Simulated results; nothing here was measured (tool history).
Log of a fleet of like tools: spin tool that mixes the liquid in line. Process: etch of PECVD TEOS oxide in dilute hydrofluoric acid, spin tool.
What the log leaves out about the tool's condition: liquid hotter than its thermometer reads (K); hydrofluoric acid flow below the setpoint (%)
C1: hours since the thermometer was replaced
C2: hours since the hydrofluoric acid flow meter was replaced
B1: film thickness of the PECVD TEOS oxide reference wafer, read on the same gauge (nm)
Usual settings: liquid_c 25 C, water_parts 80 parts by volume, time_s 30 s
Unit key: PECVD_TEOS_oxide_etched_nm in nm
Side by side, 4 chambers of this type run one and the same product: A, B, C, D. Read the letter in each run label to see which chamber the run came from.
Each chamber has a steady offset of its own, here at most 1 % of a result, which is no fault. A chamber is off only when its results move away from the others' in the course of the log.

Run 1C, hour 12.2: usual settings; C1 551.8; C2 340; B1 89.984. Result: PECVD_TEOS_oxide_etched_nm 5.8436 nm.
Run 2D, hour 27: usual settings; C1 1936.2; C2 468.2; B1 90.01. Result: PECVD_TEOS_oxide_etched_nm 5.8236 nm.
Run 3B, hour 36.7: usual settings; C1 165.6; C2 439.5; B1 89.932. Result: PECVD_TEOS_oxide_etched_nm 5.8614 nm.
At hour 39.7: chamber A: thermometer replaced.
Run 4A, hour 45: usual settings; C1 5.4; C2 300.1; B1 90.002. Result: PECVD_TEOS_oxide_etched_nm 5.7962 nm.
At hour 49: chamber D: thermometer replaced.
Run 5A, hour 54.8: usual settings; C1 15.2; C2 309.9; B1 89.976. Result: PECVD_TEOS_oxide_etched_nm 5.8082 nm.
Run 6B, hour 66.4: usual settings; C1 195.3; C2 469.2; B1 90.018. Result: PECVD_TEOS_oxide_etched_nm 5.8547 nm.
Run 7D, hour 73.8: usual settings; C1 24.8; C2 515; B1 90.012. Result: PECVD_TEOS_oxide_etched_nm 5.807 nm.
Run 8C, hour 86.8: usual settings but liquid_c 28.5 C, water_parts 55 parts by volume; C1 626.4; C2 414.6; B1 89.995. Result: PECVD_TEOS_oxide_etched_nm 10.064 nm.
At hour 89.8: chamber B: hydrofluoric acid flow meter replaced.
At hour 97.1: chamber D: hydrofluoric acid flow meter replaced.
Run 9D, hour 101.8: usual settings but liquid_c 28.5 C, water_parts 55 parts by volume; C1 52.8; C2 4.8; B1 89.993. Result: PECVD_TEOS_oxide_etched_nm 10.28 nm.
Run 10C, hour 108.8: usual settings but liquid_c 28.5 C, water_parts 55 parts by volume; C1 648.4; C2 436.6; B1 89.993. Result: PECVD_TEOS_oxide_etched_nm 10.065 nm.
Run 11A, hour 120: usual settings but liquid_c 28.5 C, water_parts 55 parts by volume; C1 80.4; C2 375.1; B1 90. Result: PECVD_TEOS_oxide_etched_nm 10.038 nm.
Run 12B, hour 127.7: usual settings but liquid_c 23.5 C; C1 256.6; C2 37.9; B1 90.031. Result: PECVD_TEOS_oxide_etched_nm 5.5005 nm.
Run 13A, hour 140.6: usual settings but liquid_c 23.5 C; C1 101; C2 395.7; B1 90.03. Result: PECVD_TEOS_oxide_etched_nm 5.5166 nm.
Run 14B, hour 156.9: usual settings but liquid_c 23.5 C; C1 285.8; C2 67.1; B1 89.975. Result: PECVD_TEOS_oxide_etched_nm 5.5288 nm.
Run 15D, hour 166.8: usual settings but liquid_c 23.5 C; C1 117.8; C2 69.8; B1 90.005. Result: PECVD_TEOS_oxide_etched_nm 5.4995 nm.
Run 16C, hour 175.4: usual settings; C1 715; C2 503.2; B1 90.037. Result: PECVD_TEOS_oxide_etched_nm 5.8223 nm.
Run 17D, hour 191.6: usual settings; C1 142.6; C2 94.6; B1 90. Result: PECVD_TEOS_oxide_etched_nm 5.87 nm.
Run 18A, hour 200.7: usual settings; C1 161.1; C2 455.8; B1 90.02. Result: PECVD_TEOS_oxide_etched_nm 5.7614 nm.
Run 19B, hour 210.9: usual settings but water_parts 50 parts by volume; C1 339.8; C2 121.1; B1 89.987. Result: PECVD_TEOS_oxide_etched_nm 9.839 nm.
Run 20C, hour 218.6: usual settings but water_parts 50 parts by volume; C1 758.2; C2 546.4; B1 90.006. Result: PECVD_TEOS_oxide_etched_nm 9.5167 nm.
Run 21D, hour 225.7: usual settings but water_parts 50 parts by volume; C1 176.7; C2 128.7; B1 90.009. Result: PECVD_TEOS_oxide_etched_nm 9.892 nm.
Run 22B, hour 241.1: usual settings but water_parts 50 parts by volume; C1 370; C2 151.3; B1 89.976. Result: PECVD_TEOS_oxide_etched_nm 9.8904 nm.
Run 23A, hour 256.6: usual settings; C1 217; C2 511.7; B1 90.039. Result: PECVD_TEOS_oxide_etched_nm 5.7267 nm.
Run 24C, hour 268.9: usual settings; C1 808.5; C2 596.7; B1 90.006. Result: PECVD_TEOS_oxide_etched_nm 5.8873 nm.
Run 25A, hour 276.1: usual settings; C1 236.5; C2 531.2; B1 90.008. Result: PECVD_TEOS_oxide_etched_nm 5.6552 nm.
Run 26C, hour 286.7: usual settings; C1 826.3; C2 614.5; B1 89.963. Result: PECVD_TEOS_oxide_etched_nm 5.8577 nm.
Run 27B, hour 295.9: usual settings; C1 424.8; C2 206.1; B1 90.028. Result: PECVD_TEOS_oxide_etched_nm 5.8462 nm.
Run 28D, hour 305.9: usual settings; C1 256.9; C2 208.9; B1 89.992. Result: PECVD_TEOS_oxide_etched_nm 5.7843 nm.
Run 29C, hour 315.2: usual settings; C1 854.8; C2 643; B1 90.002. Result: PECVD_TEOS_oxide_etched_nm 5.851 nm.
Run 30D, hour 322.5: usual settings; C1 273.5; C2 225.5; B1 90.059. Result: PECVD_TEOS_oxide_etched_nm 5.8339 nm.
Run 31B, hour 335: usual settings; C1 463.9; C2 245.2; B1 89.952. Result: PECVD_TEOS_oxide_etched_nm 5.8082 nm.
Run 32A, hour 351.2: usual settings; C1 311.6; C2 606.3; B1 90.03. Result: PECVD_TEOS_oxide_etched_nm 5.5606 nm.
Run 33C, hour 360.1: usual settings but water_parts 65 parts by volume; C1 899.7; C2 687.9; B1 89.971. Result: PECVD_TEOS_oxide_etched_nm 7.3233 nm.
Run 34D, hour 369: usual settings but water_parts 65 parts by volume; C1 320; C2 272; B1 89.977. Result: PECVD_TEOS_oxide_etched_nm 7.3836 nm.
Run 35B, hour 378.2: usual settings but water_parts 65 parts by volume; C1 507.1; C2 288.4; B1 89.991. Result: PECVD_TEOS_oxide_etched_nm 7.4942 nm.
Run 36A, hour 388.7: usual settings but water_parts 65 parts by volume; C1 349.1; C2 643.8; B1 89.965. Result: PECVD_TEOS_oxide_etched_nm 6.7875 nm.
Run 37A, hour 398: usual settings; C1 358.4; C2 653.1; B1 89.965. Result: PECVD_TEOS_oxide_etched_nm 5.4203 nm.
Run 38B, hour 412.9: usual settings; C1 541.8; C2 323.1; B1 89.955. Result: PECVD_TEOS_oxide_etched_nm 5.8912 nm.
Run 39C, hour 429: usual settings; C1 968.6; C2 756.8; B1 90.018. Result: PECVD_TEOS_oxide_etched_nm 5.8087 nm.
Run 40D, hour 439.7: usual settings; C1 390.7; C2 342.7; B1 89.96. Result: PECVD_TEOS_oxide_etched_nm 5.9033 nm.

For the next run the whole fleet of 4 chambers uses the same settings. Give each chamber's results:
Run 41A, hour 451.4: usual settings. Result: PECVD_TEOS_oxide_etched_nm ?.
Run 41B, hour 451.4: usual settings. Result: PECVD_TEOS_oxide_etched_nm ?.
Run 41C, hour 451.4: usual settings. Result: PECVD_TEOS_oxide_etched_nm ?.
Run 41D, hour 451.4: usual settings. Result: PECVD_TEOS_oxide_etched_nm ?.

run  PECVD_TEOS_oxide_etched_nm
41A                      5.3781
41B                        5.77
41C                      5.8727
41D                      5.8877
